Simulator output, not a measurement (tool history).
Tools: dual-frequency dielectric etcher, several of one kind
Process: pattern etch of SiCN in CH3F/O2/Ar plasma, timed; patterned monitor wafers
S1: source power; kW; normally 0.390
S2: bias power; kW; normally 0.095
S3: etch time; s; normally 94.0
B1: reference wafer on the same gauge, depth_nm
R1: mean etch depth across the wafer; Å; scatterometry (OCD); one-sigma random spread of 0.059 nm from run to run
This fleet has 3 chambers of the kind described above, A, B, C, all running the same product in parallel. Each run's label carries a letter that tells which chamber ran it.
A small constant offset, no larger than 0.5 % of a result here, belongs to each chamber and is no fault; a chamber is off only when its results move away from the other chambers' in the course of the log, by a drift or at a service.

Run 1A, hour 5.2: usual settings; B1 35.800. Result: R1 388.20 Å.
Run 2C, hour 10.9: usual settings; B1 35.825. Result: R1 386.92 Å.
Run 3B, hour 16.1: usual settings; B1 35.805. Result: R1 385.20 Å.
Run 4B, hour 22.7: usual settings; B1 35.830. Result: R1 386.99 Å.
Run 5C, hour 28.6: usual settings; B1 35.825. Result: R1 387.55 Å.
Run 6A, hour 35.5: usual settings; B1 35.834. Result: R1 388.96 Å.
Run 7A, hour 39.4: usual settings; B1 35.853. Result: R1 388.79 Å.
Run 8B, hour 43.4: usual settings; B1 35.845. Result: R1 386.70 Å.
Run 9C, hour 46.9: usual settings; B1 35.852. Result: R1 386.58 Å.
Run 10A, hour 53.0: usual settings but S2 0.104 kW, S3 110.5 s; B1 35.862. Result: R1 474.03 Å.
Run 11C, hour 58.2: usual settings but S2 0.104 kW, S3 110.5 s; B1 35.878. Result: R1 470.80 Å.
Run 12B, hour 63.7: usual settings but S2 0.104 kW, S3 110.5 s; B1 35.879. Result: R1 471.23 Å.
Run 13A, hour 68.0: usual settings; B1 35.893. Result: R1 388.87 Å.
Run 14C, hour 71.7: usual settings; B1 35.877. Result: R1 386.15 Å.
Run 15B, hour 76.7: usual settings; B1 35.906. Result: R1 386.33 Å.
Run 16B, hour 83.1: usual settings; B1 35.913. Result: R1 386.89 Å.
Run 17A, hour 87.3: usual settings but S2 0.085 kW; B1 35.912. Result: R1 373.81 Å.
Run 18C, hour 93.5: usual settings but S2 0.085 kW; B1 35.914. Result: R1 371.39 Å.
Run 19B, hour 98.4: usual settings but S2 0.085 kW; B1 35.913. Result: R1 371.85 Å.
Run 20A, hour 105.1: usual settings but S1 0.310 kW, S3 76.5 s; B1 35.915. Result: R1 291.23 Å.
Run 21C, hour 111.3: usual settings but S1 0.310 kW, S3 76.5 s; B1 35.935. Result: R1 289.89 Å.
Run 22A, hour 116.2: usual settings but S1 0.310 kW, S3 76.5 s; B1 35.927. Result: R1 290.60 Å.
At hour 118.6: chamber C: wet clean of the chamber.
Run 23C, hour 122.0: usual settings; B1 35.946. Result: R1 388.37 Å.
Run 24B, hour 128.7: usual settings; B1 35.960. Result: R1 389.22 Å.
Run 25C, hour 135.3: usual settings; B1 35.964. Result: R1 388.82 Å.
Run 26A, hour 138.7: usual settings; B1 35.959. Result: R1 389.54 Å.
Run 27B, hour 145.0: usual settings; B1 35.969. Result: R1 388.15 Å.
Run 28C, hour 150.2: usual settings; B1 35.976. Result: R1 388.71 Å.
Run 29B, hour 155.0: usual settings; B1 35.991. Result: R1 388.41 Å.
Run 30A, hour 160.6: usual settings; B1 35.983. Result: R1 390.07 Å.
Run 31C, hour 166.9: usual settings; B1 36.011. Result: R1 389.32 Å.
Run 32A, hour 173.1: usual settings; B1 36.007. Result: R1 389.89 Å.
Run 33B, hour 177.7: usual settings; B1 36.011. Result: R1 388.61 Å.
Run 34A, hour 182.5: usual settings; B1 36.017. Result: R1 390.75 Å.

Predict what each chamber gives when all 3 of them run the settings below next.
Run 35A, hour 187.6: usual settings. Result: R1 ?.
Run 35B, hour 187.6: usual settings. Result: R1 ?.
Run 35C, hour 187.6: usual settings. Result: R1 ?.

run      R1
35A  390.44
35B  386.98
35C  388.34
